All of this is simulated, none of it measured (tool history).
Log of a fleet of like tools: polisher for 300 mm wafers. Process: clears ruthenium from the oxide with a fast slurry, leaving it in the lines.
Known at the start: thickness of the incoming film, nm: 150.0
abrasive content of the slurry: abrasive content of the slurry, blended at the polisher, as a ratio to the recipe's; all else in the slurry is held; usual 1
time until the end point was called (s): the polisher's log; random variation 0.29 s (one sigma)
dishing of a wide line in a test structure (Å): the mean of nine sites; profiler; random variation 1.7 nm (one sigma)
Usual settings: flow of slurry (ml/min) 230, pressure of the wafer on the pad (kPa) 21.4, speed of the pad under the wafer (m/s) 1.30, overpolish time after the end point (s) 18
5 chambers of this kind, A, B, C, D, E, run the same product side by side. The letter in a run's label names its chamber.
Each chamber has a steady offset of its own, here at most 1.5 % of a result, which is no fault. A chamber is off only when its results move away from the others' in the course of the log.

run	hour	flow of slurry (ml/min)	pressure of the wafer on the pad (kPa)	speed of the pad under the wafer (m/s)	abrasive content of the slurry	overpolish time after the end point (s)	time until the end point was called (s)	dishing of a wide line in a test structure (Å)
1C	8.3	230	21.4	1.30	1	18	28.095	711.11
2D	19.5	230	21.4	1.30	1	18	27.463	676.51
# hour 21.1: chamber C: worn pad replaced by a new one
3B	28.3	230	21.4	1.30	1	18	27.667	765.21
# hour 30.0: chamber D: worn pad replaced by a new one
# hour 32.1: chamber E: worn pad replaced by a new one
# hour 33.1: chamber B: worn pad replaced by a new one
# hour 33.2: chamber A: slurry nozzle cleaned
# hour 34.0: chamber A: worn pad replaced by a new one
4E	35.8	230	21.4	1.30	1	18	26.561	725.40
5A	45.2	230	21.4	1.30	1	18	27.773	705.64
6D	55.3	230	21.4	1.30	1	24	27.352	899.97
7C	65.4	230	21.4	1.30	1	24	27.535	925.80
# hour 74.5: chamber B: slurry blender recalibrated
8E	76.1	230	21.4	1.30	1	24	26.750	925.32
9A	82.8	230	21.4	1.30	1	24	27.220	890.82
# hour 88.4: chamber D: slurry blender recalibrated
# hour 88.8: chamber E: worn pad replaced by a new one
# hour 89.0: chamber C: worn pad replaced by a new one
10B	92.8	230	21.4	1.30	1	24	27.108	949.89
# hour 96.1: chamber D: worn pad replaced by a new one
11A	101.7	230	21.4	1.30	1	18	28.054	715.13
# hour 106.0: chamber A: worn pad replaced by a new one
# hour 106.3: chamber B: worn pad replaced by a new one
12E	107.3	230	21.4	1.30	1	18	26.838	716.67
# hour 110.7: chamber A: slurry blender recalibrated
13B	117.9	230	21.4	1.30	1	18	27.775	722.93
14C	127.0	230	21.4	1.30	1	18	27.757	729.16
15D	135.2	230	21.4	1.30	1	18	27.312	742.99
16E	142.1	230	21.4	1.30	1	18	27.960	728.39
17A	151.4	230	21.4	1.30	1	18	27.534	726.08
# hour 153.1: chamber D: worn pad replaced by a new one
# hour 160.2: chamber E: worn pad replaced by a new one
18C	162.2	230	21.4	1.30	1	18	27.510	701.87
# hour 162.6: chamber C: worn pad replaced by a new one
# hour 162.7: chamber A: worn pad replaced by a new one
19D	168.2	230	21.4	1.30	1	18	27.541	729.42
# hour 174.0: chamber D: head pressure recalibrated
20B	180.2	230	21.4	1.30	1	18	27.845	743.71
# hour 186.8: chamber B: worn pad replaced by a new one
21C	192.4	300	21.4	0.98	1	18	35.729	563.91
# hour 203.5: chamber C: slurry nozzle cleaned
22A	204.7	300	21.4	0.98	1	18	36.212	587.61
# hour 212.4: chamber D: worn pad replaced by a new one
23E	214.0	300	21.4	0.98	1	18	38.810	546.88
24B	222.4	300	21.4	0.98	1	18	34.901	570.04
# hour 229.6: chamber E: worn pad replaced by a new one
# hour 230.8: chamber A: worn pad replaced by a new one
25D	231.8	300	21.4	0.98	1	18	35.126	577.39
# hour 234.0: chamber C: worn pad replaced by a new one
26D	238.3	230	21.4	1.30	1	18	27.776	733.92
# hour 238.7: chamber B: head pressure recalibrated
27B	245.1	230	21.4	1.30	1	18	27.482	723.99
# hour 247.4: chamber B: slurry blender recalibrated
# hour 249.6: chamber A: slurry blender recalibrated
28A	254.4	230	21.4	1.30	1	18	27.825	702.10
29C	259.9	230	21.4	1.30	1	11	27.794	494.37
# hour 268.4: chamber C: slurry blender recalibrated
30E	269.3	230	21.4	1.30	1	11	29.958	420.64
# hour 272.3: chamber B: worn pad replaced by a new one
# hour 274.1: chamber D: worn pad replaced by a new one
31D	280.8	230	21.4	1.30	1	11	27.601	481.17
32A	291.6	230	21.4	1.30	1	11	27.344	480.08
# hour 292.0: chamber E: worn pad replaced by a new one
33E	298.7	230	21.4	1.30	1	11	30.215	417.99
# hour 307.0: chamber C: worn pad replaced by a new one
34B	309.0	230	21.4	1.30	1	18	27.127	739.40
35C	318.3	230	21.4	1.30	1	18	27.797	749.92
36C	324.1	230	19.3	1.48	1	18	26.871	696.90

Next, every chamber runs the same settings. What will each give?
37A	332.9	230	21.4	1.30	1	18	?	?
37B	332.9	230	21.4	1.30	1	18	?	?
37C	332.9	230	21.4	1.30	1	18	?	?
37D	332.9	230	21.4	1.30	1	18	?	?
37E	332.9	230	21.4	1.30	1	18	?	?

run	time until the end point was called (s)	dishing of a wide line in a test structure (Å)
37A	27.114	729.79
37B	27.503	718.50
37C	27.693	719.59
37D	27.146	721.63
37E	31.135	635.14

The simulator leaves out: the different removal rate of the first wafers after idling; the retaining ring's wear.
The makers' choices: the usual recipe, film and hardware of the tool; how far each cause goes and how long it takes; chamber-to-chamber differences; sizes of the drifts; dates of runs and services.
